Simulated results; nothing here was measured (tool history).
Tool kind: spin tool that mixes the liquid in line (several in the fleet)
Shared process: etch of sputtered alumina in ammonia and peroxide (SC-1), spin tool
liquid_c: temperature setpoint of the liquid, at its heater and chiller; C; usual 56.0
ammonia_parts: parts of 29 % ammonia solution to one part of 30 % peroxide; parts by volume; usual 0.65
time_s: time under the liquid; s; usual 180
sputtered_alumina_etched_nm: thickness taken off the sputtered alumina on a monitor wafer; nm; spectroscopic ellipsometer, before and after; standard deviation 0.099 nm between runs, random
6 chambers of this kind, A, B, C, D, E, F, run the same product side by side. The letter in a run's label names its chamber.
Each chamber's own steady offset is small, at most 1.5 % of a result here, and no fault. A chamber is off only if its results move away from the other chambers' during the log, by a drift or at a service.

run	hour	liquid_c	ammonia_parts	time_s	hours since the thermometer was replaced	hours since the ammonia flow meter was replaced	hours since the heated supply line was repaired	hours since the drum of ammonia solution was connected	read-back film thickness of the sputtered alumina reference wafer, read on the same gauge (nm)	sputtered_alumina_etched_nm
1E	3.6	56.0	0.65	180	299.2	465.0	658.1	328.1	40.018	18.521
2B	7.3	56.0	0.65	180	113.8	738.7	1121.5	106.7	40.010	18.070
3C	11.8	56.0	0.65	180	1538.5	2003.7	253.2	292.9	39.991	18.316
4F	16.5	56.0	0.65	180	1440.3	1175.4	858.8	100.0	39.992	18.433
5D	19.4	56.0	0.65	180	1830.3	393.4	435.8	238.5	39.966	18.298
6A	23.0	56.0	0.65	180	229.7	1027.8	1940.0	341.5	40.011	18.390
7B	28.0	56.0	0.65	180	134.5	759.4	1142.2	127.4	40.012	18.018
8D	33.0	56.0	0.35	135	1843.9	407.0	449.4	252.1	40.024	12.979
9E	37.4	56.0	0.35	135	333.0	498.8	691.9	361.9	39.994	13.083
10A	43.6	56.0	0.35	135	250.3	1048.4	1960.6	362.1	40.025	13.031
11C	46.9	56.0	0.35	135	1573.6	2038.8	288.3	328.0	39.987	13.016
12F	52.2	56.0	0.35	135	1476.0	1211.1	894.5	135.7	39.988	13.054
13E	55.0	56.0	0.35	135	350.6	516.4	709.5	379.5	39.953	13.057
14D	60.3	56.0	0.65	180	1871.2	434.3	476.7	279.4	40.011	18.407
15C	66.5	56.0	0.45	180	1593.2	2058.4	307.9	347.6	39.967	17.453
16F	71.3	56.0	0.45	180	1495.1	1230.2	913.6	154.8	40.026	17.754
17B	76.6	56.0	0.45	180	183.1	808.0	1190.8	176.0	40.008	17.510
18A	81.3	56.0	0.45	180	288.0	1086.1	1998.3	399.8	39.963	17.907
19F	86.9	56.0	0.45	180	1510.7	1245.8	929.2	170.4	39.988	17.608
20B	92.0	56.0	0.45	180	198.5	823.4	1206.2	191.4	39.966	17.544
21D	96.5	56.0	0.65	180	1907.4	470.5	512.9	315.6	40.004	18.431
22E	99.7	56.0	0.65	180	395.3	561.1	754.2	424.2	39.978	17.966
23C	104.7	61.5	0.90	180	1631.4	2096.6	346.1	385.8	40.011	25.204
24A	110.7	61.5	0.90	180	317.4	1115.5	2027.7	429.2	40.036	25.088
25C	114.1	61.5	0.90	180	1640.8	2106.0	355.5	395.2	39.977	25.425
26E	118.2	61.5	0.90	180	413.8	579.6	772.7	442.7	40.031	24.551
# hour 121.5: chamber A: new drum of ammonia solution connected
27F	124.7	61.5	0.90	180	1548.5	1283.6	967.0	208.2	39.994	25.055
28D	127.6	61.5	0.90	180	1938.5	501.6	544.0	346.7	40.021	25.346
29A	131.4	56.0	0.65	180	338.1	1136.2	2048.4	10.0	40.010	18.733
30B	137.1	56.0	0.65	180	243.6	868.5	1251.3	236.5	39.989	17.914
# hour 137.7: chamber D: thermometer replaced
31A	141.5	56.0	0.65	180	348.2	1146.3	2058.5	20.1	39.985	18.623
32C	146.3	56.0	0.65	180	1673.0	2138.2	387.7	427.4	39.985	18.238
33E	149.6	56.0	0.65	180	445.2	611.0	804.1	474.1	40.035	17.680
34D	152.6	56.0	0.65	180	14.9	526.6	569.0	371.7	39.977	18.525
35F	157.8	56.0	0.65	180	1581.6	1316.7	1000.1	241.3	39.993	18.488
36B	163.6	56.0	0.65	180	270.1	895.0	1277.8	263.0	39.985	18.213
37A	166.4	56.0	0.65	180	373.1	1171.2	2083.4	45.0	40.040	18.540
38F	169.4	56.0	0.65	180	1593.2	1328.3	1011.7	252.9	39.974	18.119
39C	173.5	56.0	0.65	180	1700.2	2165.4	414.9	454.6	40.038	18.239

All chambers now run identical settings, listed one chamber a line with results as question marks. What results will each chamber show?
40A	178.2	56.0	0.65	180						?
40B	178.2	56.0	0.65	180						?
40C	178.2	56.0	0.65	180						?
40D	178.2	56.0	0.65	180						?
40E	178.2	56.0	0.65	180						?
40F	178.2	56.0	0.65	180						?

run	sputtered_alumina_etched_nm
40A	18.429
40B	18.103
40C	18.145
40D	18.501
40E	17.444
40F	18.345

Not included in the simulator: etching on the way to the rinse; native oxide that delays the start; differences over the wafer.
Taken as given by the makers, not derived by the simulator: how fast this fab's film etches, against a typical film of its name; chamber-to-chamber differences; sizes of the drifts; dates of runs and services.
